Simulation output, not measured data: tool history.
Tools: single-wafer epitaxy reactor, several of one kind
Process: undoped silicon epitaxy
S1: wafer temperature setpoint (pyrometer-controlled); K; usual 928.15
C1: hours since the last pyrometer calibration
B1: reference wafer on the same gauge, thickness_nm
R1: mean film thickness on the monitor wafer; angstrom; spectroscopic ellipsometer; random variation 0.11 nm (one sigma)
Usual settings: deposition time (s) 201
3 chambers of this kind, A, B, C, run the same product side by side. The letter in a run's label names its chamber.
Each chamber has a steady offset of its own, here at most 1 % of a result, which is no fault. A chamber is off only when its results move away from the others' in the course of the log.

run 1C hour=3.5 | S1=928.15 deposition_time_(s)=201 | C1=337.9 | B1=30.617 | R1=374.90
run 2B hour=7.1 | S1=928.15 deposition_time_(s)=201 | C1=993.4 | B1=30.594 | R1=379.22
run 3A hour=13.0 | S1=928.15 deposition_time_(s)=201 | C1=1036.0 | B1=30.620 | R1=379.33
run 4A hour=18.9 | S1=928.15 deposition_time_(s)=201 | C1=1041.9 | B1=30.586 | R1=378.18
run 5B hour=25.4 | S1=928.15 deposition_time_(s)=201 | C1=1011.7 | B1=30.588 | R1=379.33
run 6C hour=31.6 | S1=928.15 deposition_time_(s)=201 | C1=366.0 | B1=30.629 | R1=375.55
run 7C hour=37.9 | S1=928.15 deposition_time_(s)=201 | C1=372.3 | B1=30.588 | R1=375.91
run 8A hour=44.3 | S1=928.15 deposition_time_(s)=201 | C1=1067.3 | B1=30.575 | R1=376.49
run 9B hour=49.4 | S1=928.15 deposition_time_(s)=201 | C1=1035.7 | B1=30.613 | R1=379.02
run 10B hour=54.3 | S1=928.15 deposition_time_(s)=201 | C1=1040.6 | B1=30.616 | R1=380.05
run 11C hour=58.2 | S1=928.15 deposition_time_(s)=201 | C1=392.6 | B1=30.603 | R1=374.68
run 12A hour=62.2 | S1=928.15 deposition_time_(s)=201 | C1=1085.2 | B1=30.605 | R1=373.49
run 13B hour=67.8 | S1=928.15 deposition_time_(s)=201 | C1=1054.1 | B1=30.611 | R1=377.02
run 14C hour=71.2 | S1=928.15 deposition_time_(s)=201 | C1=405.6 | B1=30.597 | R1=374.62
run 15A hour=75.0 | S1=928.15 deposition_time_(s)=201 | C1=1098.0 | B1=30.588 | R1=371.96
run 16C hour=78.1 | S1=928.15 deposition_time_(s)=201 | C1=412.5 | B1=30.597 | R1=373.77
run 17A hour=81.4 | S1=928.15 deposition_time_(s)=201 | C1=1104.4 | B1=30.629 | R1=373.14
run 18B hour=85.0 | S1=928.15 deposition_time_(s)=201 | C1=1071.3 | B1=30.639 | R1=378.87
run 19A hour=88.2 | S1=928.15 deposition_time_(s)=201 | C1=1111.2 | B1=30.615 | R1=374.62
run 20B hour=92.9 | S1=928.15 deposition_time_(s)=201 | C1=1079.2 | B1=30.592 | R1=379.53
run 21C hour=99.5 | S1=928.15 deposition_time_(s)=201 | C1=433.9 | B1=30.580 | R1=375.66
run 22A hour=105.8 | S1=928.15 deposition_time_(s)=213 | C1=1128.8 | B1=30.585 | R1=392.32
run 23C hour=111.2 | S1=928.15 deposition_time_(s)=213 | C1=445.6 | B1=30.596 | R1=398.42
run 24B hour=115.6 | S1=928.15 deposition_time_(s)=213 | C1=1101.9 | B1=30.575 | R1=404.43
run 25B hour=119.5 | S1=928.15 deposition_time_(s)=201 | C1=1105.8 | B1=30.594 | R1=377.65
run 26C hour=125.0 | S1=928.15 deposition_time_(s)=201 | C1=459.4 | B1=30.592 | R1=374.56
run 27A hour=131.6 | S1=928.15 deposition_time_(s)=201 | C1=1154.6 | B1=30.597 | R1=369.18
run 28A hour=138.2 | S1=928.15 deposition_time_(s)=201 | C1=1161.2 | B1=30.617 | R1=368.07
run 29C hour=142.1 | S1=928.15 deposition_time_(s)=201 | C1=476.5 | B1=30.597 | R1=374.97
run 30B hour=145.8 | S1=940.15 deposition_time_(s)=237 | C1=1132.1 | B1=30.588 | R1=580.62
run 31A hour=152.3 | S1=940.15 deposition_time_(s)=237 | C1=1175.3 | B1=30.616 | R1=559.91
run 32C hour=159.0 | S1=940.15 deposition_time_(s)=237 | C1=493.4 | B1=30.584 | R1=572.00
run 33B hour=163.4 | S1=928.15 deposition_time_(s)=201 | C1=1149.7 | B1=30.584 | R1=379.77
run 34C hour=167.9 | S1=928.15 deposition_time_(s)=201 | C1=502.3 | B1=30.609 | R1=376.20
run 35B hour=172.5 | S1=928.15 deposition_time_(s)=201 | C1=1158.8 | B1=30.589 | R1=376.75
run 36A hour=176.0 | S1=928.15 deposition_time_(s)=201 | C1=1199.0 | B1=30.601 | R1=365.59
run 37B hour=180.1 | S1=938.15 deposition_time_(s)=177 | C1=1166.4 | B1=30.601 | R1=412.69
run 38A hour=186.9 | S1=938.15 deposition_time_(s)=177 | C1=1209.9 | B1=30.605 | R1=399.94
run 39C hour=193.2 | S1=938.15 deposition_time_(s)=177 | C1=527.6 | B1=30.603 | R1=411.22
run 40B hour=199.0 | S1=928.15 deposition_time_(s)=201 | C1=1185.3 | B1=30.612 | R1=381.38
run 41C hour=202.7 | S1=928.15 deposition_time_(s)=201 | C1=537.1 | B1=30.596 | R1=373.05
run 42A hour=207.4 | S1=928.15 deposition_time_(s)=201 | C1=1230.4 | B1=30.601 | R1=362.71
run 43C hour=213.4 | S1=928.15 deposition_time_(s)=201 | C1=547.8 | B1=30.607 | R1=374.57

What goes on in this fleet: one chamber off, a drifting gauge, or nothing beyond the chambers' own small offsets? Name the chamber and the cause, if any.

Chamber A drifts away from the others.
Cause: wafer temperature below the value expected at the setpoint (K) = 1.82.

Here are 4 candidates for chamber A's next run, each the usual settings with a change, their results left as question marks. Which one brings its results back in line with what the others give on the usual settings?
In line means no further than this from the other chambers' mean on the usual settings: R1 3.90 angstrom
run 44A-1 hour=218.3 | S1=931.15 deposition_time_(s)=201 | R1=?
run 44A-2 hour=218.3 | S1=926.15 deposition_time_(s)=198 | R1=?
run 44A-3 hour=218.3 | S1=928.15 deposition_time_(s)=194 | R1=?
run 44A-4 hour=218.3 | S1=928.15 deposition_time_(s)=208 | R1=?

The other chambers' mean on the usual settings: R1 376.93 angstrom
run=44A-1 R1=387.17
run=44A-2 R1=342.64
run=44A-3 R1=350.47
run=44A-4 R1=375.76
44A-4 brings the chamber back in line.
